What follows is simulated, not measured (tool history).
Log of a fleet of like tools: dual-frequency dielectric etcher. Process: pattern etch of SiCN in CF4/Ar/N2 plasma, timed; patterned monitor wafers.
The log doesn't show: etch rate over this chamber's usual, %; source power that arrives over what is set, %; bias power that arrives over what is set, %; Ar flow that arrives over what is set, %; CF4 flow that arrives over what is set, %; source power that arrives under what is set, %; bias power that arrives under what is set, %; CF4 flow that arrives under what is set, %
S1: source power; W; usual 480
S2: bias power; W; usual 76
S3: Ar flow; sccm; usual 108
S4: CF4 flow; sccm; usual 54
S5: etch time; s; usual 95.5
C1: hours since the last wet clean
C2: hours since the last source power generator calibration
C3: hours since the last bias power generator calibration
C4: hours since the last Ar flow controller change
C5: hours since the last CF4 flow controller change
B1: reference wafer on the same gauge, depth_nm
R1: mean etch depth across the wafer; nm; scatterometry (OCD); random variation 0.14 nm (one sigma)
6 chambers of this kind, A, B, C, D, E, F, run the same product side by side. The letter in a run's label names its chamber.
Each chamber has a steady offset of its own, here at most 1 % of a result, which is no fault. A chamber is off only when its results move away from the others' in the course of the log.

run   hour   S1  S2   S3  S4    S5     C1      C2      C3      C4      C5      B1      R1
 1F    8.5  480  76  108  54  95.5  140.7  2310.4   221.3   933.7  2259.8  86.809  84.967
 2B   17.4  480  76  108  54  95.5  330.9  3047.9  1730.4  1748.1  2241.8  86.818  84.865
 3E   23.5  480  76  108  54  95.5  431.1  1071.8  2917.5   545.4   873.6  86.853  84.585
        29  -- chamber E: wet clean of the chamber
      30.7  -- chamber D: bias power generator calibrated
 4D   34.1  480  76  108  54  95.5  512.4  1728.4     3.4  1151.2   873.2  86.837   84.38
 5A   44.8  480  76  108  54  95.5    119   545.8  1290.8   806.7  3600.6  86.867  84.028
 6C   56.1  480  76  108  54  95.5  455.2    1326  3318.9   732.1   991.5  86.891  85.067
 7A   64.5  480  76  108  54  95.5  138.7   565.5  1310.5   826.4  3620.3   86.92  84.157
 8C   70.2  480  76  108  54  95.5  469.3  1340.1    3333   746.2  1005.6    86.9  85.306
 9E   80.6  480  76  108  54  95.5   51.7  1128.9  2974.6   602.5   930.7   86.91   84.77
10F   88.9  480  76   98  54  95.5  221.1  2390.8   301.7  1014.1  2340.2  86.912  86.395
11B   99.6  480  76   98  54  95.5  413.1  3130.1  1812.6  1830.3    2324  86.951  86.034
12D  108.1  480  76   98  54  95.5  586.4  1802.4    77.4  1225.2   947.2  86.982  85.785
13E  118.4  480  76   98  54  95.5   89.5  1166.7  3012.4   640.3   968.5  87.001  85.693
14C  126.7  480  76   98  54  95.5  525.8  1396.6  3389.5   802.7  1062.1  87.001   86.88
15D  135.4  480  76   98  54  95.5  613.7  1829.7   104.7  1252.5   974.5  86.999  85.795
16B  146.4  590  76  108  54  95.5  459.9  3176.9  1859.4  1877.1  2370.8  87.027     102
     151.7  -- chamber D: wet clean of the chamber
17F  156.3  590  76  108  54  95.5  288.5  2458.2   369.1  1081.5  2407.6  87.016  101.83
18A  165.1  590  76  108  54  95.5  239.3   666.1  1411.1     927  3720.9  87.069   100.8
19A  174.7  590  76  108  54  95.5  248.9   675.7  1420.7   936.6  3730.5  87.073  100.55
20E  181.1  590  76  108  54  95.5  152.2  1229.4  3075.1     703  1031.2  87.121  101.05
     187.3  -- chamber C: wet clean of the chamber
     190.7  -- chamber B: wet clean of the chamber
21B  192.7  590  76  108  54  95.5    2.1  3223.2  1905.7  1923.4  2417.1  87.098  101.93
22C    199  480  76  108  54  95.5   11.7  1468.9  3461.8     875  1134.4  87.104  85.584
23F  210.8  480  76  108  54  95.5    343  2512.7   423.6    1136  2462.1  87.156  85.215
24D  221.4  480  62   99  54  95.5   69.7  1915.7   190.7  1338.5  1060.5  87.147  79.961
25D  226.9  480  62   99  54  95.5   75.2  1921.2   196.2    1344    1066  87.144  79.982
26B  238.9  480  62   99  54  95.5   48.3  3269.4  1951.9  1969.6  2463.3  87.155  80.156
27C  247.8  480  62   99  54  95.5   60.5  1517.7  3510.6   923.8  1183.2  87.189  80.657
28F  259.4  480  62   99  54  95.5  391.6  2561.3   472.2  1184.6  2510.7  87.183  80.599
29E  268.1  480  62   99  54  95.5  239.2  1316.4  3162.1     790  1118.2  87.231  79.871
     268.7  -- chamber A: CF4 flow controller replaced
30A  275.9  480  76  108  54  95.5  350.1   776.9  1521.9  1037.8     7.3  87.249  84.575
31D    286  480  76  108  54  95.5  134.3  1980.3   255.3  1403.1  1125.1  87.239  84.747
32E  295.4  480  76  108  54  95.5  266.5  1343.7  3189.4   817.3  1145.5  87.265  84.913
33C  301.5  480  76  108  54  95.5  114.2  1571.4  3564.3   977.5  1236.9  87.255    85.7
     306.5  -- chamber F: wet clean of the chamber
34B  310.8  480  63  108  54  95.5  120.2  3341.3  2023.8  2041.5  2535.2  87.302  79.675
35F  319.4  480  63  108  54  95.5     13  2621.3   532.2  1244.6  2570.7  87.269  79.926
36A  328.4  480  63  108  54  95.5  402.6   829.4  1574.4  1090.3    59.8  87.305  78.968
37A  336.6  480  63  108  54  95.5  410.8   837.6  1582.6  1098.5      68  87.337  78.958
38D  345.4  480  63  108  54  95.5  193.7  2039.7   314.7  1462.5  1184.5  87.296  79.273
39F  353.8  480  63  108  54  95.5   47.4  2655.7   566.6    1279  2605.1  87.346  79.767
40E  359.1  480  76  108  54  95.5  330.2  1407.4  3253.1     881  1209.2  87.367  85.073

Next, every chamber runs the same settings. What will each give?
41A  367.8  480  76  108  54  95.5                           ?
41B  367.8  480  76  108  54  95.5                           ?
41C  367.8  480  76  108  54  95.5                           ?
41D  367.8  480  76  108  54  95.5                           ?
41E  367.8  480  76  108  54  95.5                           ?
41F  367.8  480  76  108  54  95.5                           ?

run      R1
41A  84.646
41B  85.357
41C  85.608
41D  84.857
41E  85.008
41F   85.32
